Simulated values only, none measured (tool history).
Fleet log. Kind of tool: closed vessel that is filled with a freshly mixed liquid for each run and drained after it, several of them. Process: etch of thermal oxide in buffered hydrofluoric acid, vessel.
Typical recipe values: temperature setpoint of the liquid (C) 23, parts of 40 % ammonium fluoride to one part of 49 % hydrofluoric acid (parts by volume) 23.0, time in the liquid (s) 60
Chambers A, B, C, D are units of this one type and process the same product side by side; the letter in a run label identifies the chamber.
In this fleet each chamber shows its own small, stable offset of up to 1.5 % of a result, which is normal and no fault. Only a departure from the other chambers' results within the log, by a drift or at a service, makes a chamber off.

run	day	temperature setpoint of the liquid (C)	parts of 40 % ammonium fluoride to one part of 49 % hydrofluoric acid (parts by volume)	time in the liquid (s)	hours since the thermometer was replaced	hours since the hydrofluoric acid flow meter was replaced	read-back film thickness of the thermal oxide reference wafer, read on the same gauge (nm)	thickness taken off the thermal oxide on a monitor wafer (nm)
1A	0.179	23	23.0	60	1982.0	1857.3	40.008	28.514
2D	0.375	23	23.0	60	673.2	1400.8	39.983	28.540
3B	0.500	23	23.0	60	2205.4	338.6	40.028	28.370
# day 0.571: chamber A: thermometer replaced
4C	0.700	23	23.0	60	250.2	564.4	39.968	29.024
5C	0.950	23	28.5	50	256.2	570.4	39.996	20.876
6D	1.100	23	28.5	50	690.6	1418.2	39.978	20.735
7A	1.296	23	28.5	50	17.5	1884.1	40.025	20.479
8B	1.542	23	28.5	50	2230.4	363.6	39.996	20.574
9B	1.754	23	23.0	60	2235.5	368.7	40.036	28.979
10D	1.867	23	23.0	60	709.0	1436.6	40.008	28.398
11A	2.117	19	30.0	60	37.2	1903.8	40.041	18.794
12C	2.279	19	30.0	60	288.1	602.3	39.988	19.279
13C	2.404	19	30.0	60	291.1	605.3	39.993	19.148
14D	2.658	19	30.0	60	728.0	1455.6	39.991	19.080
15B	2.817	23	20.0	60	2261.0	394.2	40.001	31.128
16A	2.958	23	20.0	60	57.4	1924.0	39.986	31.489
17A	3.104	23	20.0	60	60.9	1927.5	40.027	31.532
18B	3.354	23	20.0	60	2273.9	407.1	40.033	31.473
19C	3.579	23	23.0	60	319.3	633.5	40.010	28.836
20D	3.704	23	23.0	60	753.1	1480.7	40.033	28.618
21D	3.846	23	23.0	60	756.5	1484.1	39.996	28.432
22A	4.096	23	23.0	60	84.7	1951.3	39.996	28.571
23B	4.275	23	23.0	60	2296.0	429.2	40.006	28.394
24C	4.483	21	17.0	60	341.0	655.2	39.996	33.492
25A	4.638	21	17.0	60	97.7	1964.3	40.013	33.244
26D	4.825	21	17.0	60	780.0	1507.6	40.002	33.034
27C	5.038	21	17.0	60	354.3	668.5	40.004	33.280
28B	5.188	23	23.0	60	2317.9	451.1	39.975	28.742
29C	5.304	23	23.0	60	360.7	674.9	39.969	28.779
30A	5.500	23	29.0	80	118.4	1985.0	39.968	32.229
31B	5.679	23	29.0	80	2329.7	462.9	40.001	32.254
32D	5.825	23	29.0	80	804.0	1531.6	39.967	32.521
33B	5.958	23	29.0	80	2336.4	469.6	39.992	32.274

For the next run the whole fleet of 4 chambers uses the same settings. Give each chamber's results:
34A	6.142	23	23.0	35				?
34B	6.142	23	23.0	35				?
34C	6.142	23	23.0	35				?
34D	6.142	23	23.0	35				?

run	thickness taken off the thermal oxide on a monitor wafer (nm)
34A	16.535
34B	16.606
34C	16.856
34D	16.625

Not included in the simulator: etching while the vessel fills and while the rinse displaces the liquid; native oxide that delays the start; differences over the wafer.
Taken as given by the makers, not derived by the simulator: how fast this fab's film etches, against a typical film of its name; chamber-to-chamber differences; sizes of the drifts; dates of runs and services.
